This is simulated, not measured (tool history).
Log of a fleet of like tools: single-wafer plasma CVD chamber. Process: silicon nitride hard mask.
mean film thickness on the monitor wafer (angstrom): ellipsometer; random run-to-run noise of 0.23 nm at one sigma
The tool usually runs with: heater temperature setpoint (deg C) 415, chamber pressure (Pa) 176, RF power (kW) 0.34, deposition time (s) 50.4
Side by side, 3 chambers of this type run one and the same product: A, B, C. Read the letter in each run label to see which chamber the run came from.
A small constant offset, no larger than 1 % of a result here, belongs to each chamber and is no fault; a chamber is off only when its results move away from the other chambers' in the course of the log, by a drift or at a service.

run,hour,heater temperature setpoint (deg C),chamber pressure (Pa),RF power (kW),deposition time (s),"read-back reference wafer on the same gauge, thickness_nm",mean film thickness on the monitor wafer (angstrom)
1B,7.6,415,176,0.34,50.4,70.305,583.86
2A,20.2,415,176,0.34,50.4,70.314,587.13
3C,30.3,415,176,0.34,50.4,70.309,593.48
4A,40.1,415,176,0.34,50.4,70.317,586.25
5B,49.3,415,176,0.34,50.4,70.319,585.3
# hour 56.4: chamber A: thermocouple changed; heater temperature recalibrated
6C,60.9,415,176,0.34,50.4,70.274,592.16
7C,74.5,415,176,0.34,50.4,70.281,592.34
8A,83.4,415,176,0.34,50.4,70.289,590.75
9B,89.6,415,176,0.34,50.4,70.318,585.27
10A,102.7,415,176,0.34,50.4,70.353,586.81
11B,112.4,415,176,0.34,50.4,70.362,582.86
12C,123.2,415,176,0.34,50.4,70.273,591.24
13B,129.9,415,176,0.34,50.4,70.394,584.31
14C,143.7,424,176,0.34,42.9,70.299,500.26
15A,150.3,424,176,0.34,42.9,70.318,498.49
16A,161,424,176,0.34,42.9,70.264,499.08
17C,174.4,415,176,0.34,50.4,70.278,589.38
18B,184.9,415,176,0.34,50.4,70.32,588.07
19A,192.3,415,176,0.34,50.4,70.276,589.85
20B,202.7,415,176,0.34,50.4,70.333,583.66
21C,212.7,415,203,0.365,50.4,70.302,649.93
22A,220.1,415,203,0.365,50.4,70.327,640.92
23B,233.1,415,203,0.365,50.4,70.27,636.71
24C,244.2,415,176,0.34,50.4,70.304,589.74
25C,251.1,415,176,0.34,50.4,70.237,592.73
26A,264.6,415,176,0.34,50.4,70.231,592.63
27B,271.6,415,176,0.34,50.4,70.356,586.59
28C,284.6,415,176,0.34,50.4,70.308,587.59
29B,291.3,415,176,0.34,50.4,70.3,586.34
# hour 301.1: chamber C: thermocouple changed; heater temperature recalibrated
30A,304.1,415,176,0.34,50.4,70.291,586.07
31B,311.5,420,176,0.34,40.6,70.3,471.12
# hour 315.2: chamber C: RF generator calibrated
32A,318.1,420,176,0.34,40.6,70.282,471.67
33C,325.9,420,176,0.34,40.6,70.34,477.04
34A,336.9,415,176,0.34,50.4,70.26,585.99
35C,345.8,415,176,0.34,50.4,70.303,591.1
36B,353,415,176,0.34,50.4,70.333,586.64
37C,361.9,415,176,0.34,50.4,70.227,592

Is one chamber out of step, is the gauge drifting, or do the chambers differ by no more than their own small offsets? For an off chamber, give its letter and the likeliest cause.

The fleet is healthy, with each chamber sitting at its usual small offset and no drift in the gauge.
